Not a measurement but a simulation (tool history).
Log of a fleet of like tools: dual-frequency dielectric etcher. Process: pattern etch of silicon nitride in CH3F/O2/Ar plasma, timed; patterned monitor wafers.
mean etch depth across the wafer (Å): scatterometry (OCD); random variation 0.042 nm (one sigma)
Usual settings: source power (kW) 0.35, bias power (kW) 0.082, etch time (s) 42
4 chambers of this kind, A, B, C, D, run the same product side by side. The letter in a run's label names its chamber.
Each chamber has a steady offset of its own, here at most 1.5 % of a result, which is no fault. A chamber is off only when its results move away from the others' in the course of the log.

run	hour	source power (kW)	bias power (kW)	etch time (s)	read-back reference wafer on the same gauge, depth_nm	mean etch depth across the wafer (Å)
1D	12.1	0.35	0.082	42	24.597	289.49
2B	22	0.35	0.082	42	24.594	289.45
3A	34.5	0.35	0.082	42	24.588	292.87
4C	42.9	0.35	0.082	42	24.576	291.82
5C	52.2	0.35	0.082	42	24.574	291.82
6A	61.6	0.35	0.082	42	24.573	293.51
7B	68.8	0.31	0.073	42	24.569	266.31
8D	79.4	0.31	0.073	42	24.562	265.27
9D	89	0.31	0.073	42	24.556	265.33
10B	94.7	0.31	0.073	42	24.556	265.14
11A	101.1	0.35	0.082	42	24.55	292.87
12C	109.6	0.35	0.082	42	24.554	291.93
13A	119.1	0.35	0.082	42	24.544	291.85
14C	127.4	0.35	0.082	42	24.531	291.52
# hour 131.7: chamber C: wet clean of the chamber
15B	136	0.35	0.082	42	24.535	289.32
# hour 137.7: chamber D: bias power generator calibrated
16D	145.9	0.35	0.082	42	24.533	288
17C	155.1	0.35	0.082	42	24.531	291.1
18A	164.4	0.39	0.082	42	24.525	303.35
19B	173.1	0.39	0.082	42	24.519	300.93
20D	180.5	0.39	0.082	42	24.516	300.38
21C	191.8	0.39	0.082	42	24.516	302.6
22B	199.9	0.35	0.082	42	24.516	288.93
23A	209.2	0.28	0.082	53	24.511	338.82
# hour 212.5: chamber B: wet clean of the chamber
24D	218.3	0.28	0.082	53	24.499	334.67
25C	228.2	0.28	0.082	53	24.497	338.27
26D	239.3	0.28	0.082	53	24.487	335.45
27A	250	0.38	0.082	35	24.483	250.21
28B	262.5	0.38	0.082	35	24.471	247.45
29A	268.9	0.38	0.082	35	24.467	250.55
30C	276.1	0.38	0.082	35	24.47	250.01
31B	285.8	0.35	0.082	42	24.456	288.42
32D	297	0.35	0.082	42	24.454	287.76
33A	305.9	0.35	0.082	42	24.451	291.75

Next, every chamber runs the same settings. What will each give?
34A	315	0.35	0.082	42		?
34B	315	0.35	0.082	42		?
34C	315	0.35	0.082	42		?
34D	315	0.35	0.082	42		?

run	mean etch depth across the wafer (Å)
34A	291.45
34B	287.83
34C	290.39
34D	287.84
